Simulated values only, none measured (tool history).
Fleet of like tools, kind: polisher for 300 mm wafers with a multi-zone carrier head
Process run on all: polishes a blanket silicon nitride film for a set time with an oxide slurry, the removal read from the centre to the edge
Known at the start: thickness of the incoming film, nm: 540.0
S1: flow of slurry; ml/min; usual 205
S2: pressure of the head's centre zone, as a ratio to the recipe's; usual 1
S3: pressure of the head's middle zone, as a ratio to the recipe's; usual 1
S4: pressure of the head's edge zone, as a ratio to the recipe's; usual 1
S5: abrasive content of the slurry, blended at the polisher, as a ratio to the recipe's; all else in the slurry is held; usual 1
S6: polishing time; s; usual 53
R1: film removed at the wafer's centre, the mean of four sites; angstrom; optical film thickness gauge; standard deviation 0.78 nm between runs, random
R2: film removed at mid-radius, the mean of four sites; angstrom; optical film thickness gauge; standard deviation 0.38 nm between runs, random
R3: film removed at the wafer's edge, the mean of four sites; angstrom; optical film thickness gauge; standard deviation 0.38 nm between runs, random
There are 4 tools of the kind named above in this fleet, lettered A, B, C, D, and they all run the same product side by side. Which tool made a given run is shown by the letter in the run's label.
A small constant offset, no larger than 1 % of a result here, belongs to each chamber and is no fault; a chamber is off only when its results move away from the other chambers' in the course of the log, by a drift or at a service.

run,hour,S1,S2,S3,S4,S5,S6,R1,R2,R3
1D,10.1,205,1,1,1,1,53,606.9,589.59,592.14
2C,16.6,205,1,1,1,1,53,589,596.02,592.91
# hour 25.1: chamber B: worn pad replaced by a new one
3A,30.7,205,1,1,1,1,53,581.54,598.85,591.3
4B,42.4,205,1,1,1,1,53,605.63,592.07,599.21
# hour 43.3: chamber B: centre zone pressure recalibrated
5A,49.1,205,1,1,1,1,53,585.59,598.58,585.26
6C,58.8,205,1,1,1,1,53,586.92,593.46,596.2
# hour 63.4: chamber A: worn pad replaced by a new one
7B,70,205,1,1,1,1,53,599.33,600.13,593.29
8D,78.7,205,1,1,1,1,53,595.45,591.6,601.07
# hour 83.5: chamber D: worn pad replaced by a new one
9B,90.8,205,1,1,1,1,53,599.14,592.44,595.11
10A,100.1,205,1,1,1,1,53,600.58,601.18,591.15
# hour 107.4: chamber C: worn pad replaced by a new one
11D,113.5,205,1,1,1,1,53,588.76,593,597.11
# hour 120.4: chamber C: slurry nozzle cleaned
12C,124.8,205,1,1,1,1,53,601.14,600.6,593.34
# hour 126.3: chamber B: worn pad replaced by a new one
13B,136.7,205,1,1,1,1,53,605.31,598.09,595.4
14C,143.1,205,1,1,1,1,53,582.11,605.39,594.51
15A,150.7,205,1,1.09,1,1,53,594.47,653.18,590.92
16D,160.2,205,1,1.09,1,1,53,581.46,644.35,598.52
17A,171.9,205,1,1.09,1,1,53,585.27,650.84,584.17
# hour 176.7: chamber D: slurry nozzle cleaned
18C,181.2,205,1,1.09,1,1,53,595.31,647.99,598.57
19B,194.8,205,1,1,1,1,53,597.3,590.39,599.76
20D,207.9,205,1,1,1,1,53,610.55,594.26,594.98
# hour 218.6: chamber D: worn pad replaced by a new one
21C,219.1,205,1,1,1,1,53,598.43,599.36,591.14
# hour 220.3: chamber A: worn pad replaced by a new one
22B,227.2,205,1,1,1,1,53,591.63,598.97,599.43
# hour 231.8: chamber B: worn pad replaced by a new one
23A,234.9,205,1,1,1,1,53,594.71,597.44,588.56
# hour 239.8: chamber C: worn pad replaced by a new one
24D,247.9,205,1.11,1,0.95,1,53,671.97,589.63,582.14
25D,255.2,205,1.11,1,0.95,1,53,692.66,586.92,578.25
26B,262.2,205,1.11,1,0.95,1,53,674.41,588.57,583.52
27C,275.6,205,1.11,1,0.95,1,53,646.09,596.41,583.75
28A,287.1,205,1,1,1,1,53,589.06,597.12,593.84
29C,298.5,205,1,1,1,1,53,602.93,592.76,598.41
30B,310.5,205,1,1,1,1,53,605.86,596.33,595.81

All chambers now run identical settings, listed one chamber a line with results as question marks. What results will each chamber show?
31A,320.8,205,1,1,1,0.85,53,?,?,?
31B,320.8,205,1,1,1,0.85,53,?,?,?
31C,320.8,205,1,1,1,0.85,53,?,?,?
31D,320.8,205,1,1,1,0.85,53,?,?,?

run,R1,R2,R3
31A,537.76,554.01,550.1
31B,551.76,557.05,551.82
31C,535.63,557.86,555.59
31D,532.21,549.13,549.58

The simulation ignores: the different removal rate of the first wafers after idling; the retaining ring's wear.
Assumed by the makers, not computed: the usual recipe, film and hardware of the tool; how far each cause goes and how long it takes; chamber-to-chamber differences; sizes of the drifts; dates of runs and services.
